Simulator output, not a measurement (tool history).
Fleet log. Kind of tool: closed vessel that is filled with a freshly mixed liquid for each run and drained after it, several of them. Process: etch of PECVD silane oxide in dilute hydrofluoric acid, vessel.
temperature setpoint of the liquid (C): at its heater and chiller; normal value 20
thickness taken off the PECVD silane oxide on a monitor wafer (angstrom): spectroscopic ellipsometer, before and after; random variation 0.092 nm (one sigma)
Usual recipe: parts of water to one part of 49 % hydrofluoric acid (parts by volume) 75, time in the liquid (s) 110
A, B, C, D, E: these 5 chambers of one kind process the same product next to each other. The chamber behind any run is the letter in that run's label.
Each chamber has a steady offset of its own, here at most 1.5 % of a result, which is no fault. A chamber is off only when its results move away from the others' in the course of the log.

| run | hour | temperature setpoint of the liquid (C) | parts of water to one part of 49 % hydrofluoric acid (parts by volume) | time in the liquid (s) | read-back film thickness of the PECVD silane oxide reference wafer, read on the same gauge (nm) | thickness taken off the PECVD silane oxide on a monitor wafer (angstrom) |
|---|---|---|---|---|---|---|
| 1A | 9.4 | 20 | 75 | 110 | 140.04 | 192.07 |
| 2D | 17.4 | 20 | 75 | 110 | 139.99 | 192.07 |
| 3C | 27.8 | 20 | 75 | 110 | 140.03 | 192.31 |
| 4B | 37.7 | 20 | 75 | 110 | 140.02 | 193.72 |
| 5E | 44.1 | 20 | 75 | 110 | 139.96 | 194.04 |
| 6A | 50.4 | 20 | 75 | 110 | 139.99 | 191.38 |
|  | 55.8 | chamber B: thermometer replaced |
| 7C | 63.8 | 20 | 75 | 110 | 139.98 | 193.86 |
| 8B | 70.6 | 20 | 75 | 110 | 139.97 | 192.82 |
| 9D | 79.8 | 20 | 75 | 110 | 139.99 | 192.4 |
| 10E | 88.1 | 20 | 75 | 110 | 140.01 | 193.38 |
| 11A | 100 | 20 | 75 | 110 | 139.95 | 193.48 |
| 12C | 106 | 24.5 | 75 | 110 | 139.97 | 230.58 |
| 13E | 114.6 | 24.5 | 75 | 110 | 140.02 | 233.61 |
| 14D | 124.1 | 24.5 | 75 | 110 | 140.01 | 229.19 |
| 15B | 133.8 | 24.5 | 75 | 110 | 140.02 | 232.98 |
| 16E | 147 | 24.5 | 75 | 110 | 140.03 | 235.09 |
| 17C | 157 | 20 | 75 | 110 | 140.01 | 193.84 |
|  | 158.9 | chamber C: hydrofluoric acid flow meter replaced |
| 18A | 168.4 | 20 | 75 | 110 | 139.97 | 192.03 |
| 19D | 174.4 | 20 | 55 | 110 | 140 | 264.72 |
| 20B | 182.5 | 20 | 55 | 110 | 140.01 | 268.74 |
| 21B | 189.6 | 20 | 55 | 110 | 139.98 | 271.86 |
| 22D | 201.8 | 20 | 55 | 110 | 140.01 | 266.45 |
| 23C | 212.8 | 20 | 55 | 110 | 139.98 | 267.1 |
| 24E | 220.3 | 20 | 75 | 110 | 139.99 | 193.27 |
| 25A | 232.2 | 20 | 75 | 110 | 140.03 | 192.79 |
|  | 239.5 | chamber C: thermometer replaced |
| 26C | 243.9 | 20 | 110 | 110 | 140 | 125.43 |
| 27A | 253.1 | 20 | 110 | 110 | 140.04 | 126.63 |
| 28D | 263 | 20 | 110 | 110 | 139.99 | 125.78 |
| 29E | 276.3 | 20 | 110 | 110 | 140.02 | 125.8 |
| 30B | 289.5 | 20 | 110 | 110 | 140.02 | 128.01 |
| 31A | 297.3 | 20 | 75 | 110 | 139.99 | 192.08 |
| 32E | 306.9 | 20 | 90 | 110 | 139.99 | 158.93 |
|  | 308.6 | chamber D: thermometer replaced |
| 33C | 317 | 20 | 90 | 110 | 140 | 157.52 |
| 34D | 328 | 20 | 90 | 110 | 139.99 | 156.2 |
| 35B | 338.8 | 20 | 90 | 110 | 139.96 | 159.67 |
| 36B | 344.6 | 20 | 90 | 110 | 140 | 160.17 |
| 37C | 352.8 | 20 | 75 | 110 | 140.02 | 192.46 |
| 38E | 360 | 20 | 75 | 110 | 140.03 | 195.47 |
| 39D | 369.8 | 20 | 105 | 110 | 139.98 | 133.03 |

Which is it: a chamber that has drifted or been left off by a service, a gauge drift common to all chambers, or only each chamber's usual small offset? If a chamber is off, name it and its likeliest cause.

Beyond each chamber's small constant offset nothing stands out, and the gauge stays steady.

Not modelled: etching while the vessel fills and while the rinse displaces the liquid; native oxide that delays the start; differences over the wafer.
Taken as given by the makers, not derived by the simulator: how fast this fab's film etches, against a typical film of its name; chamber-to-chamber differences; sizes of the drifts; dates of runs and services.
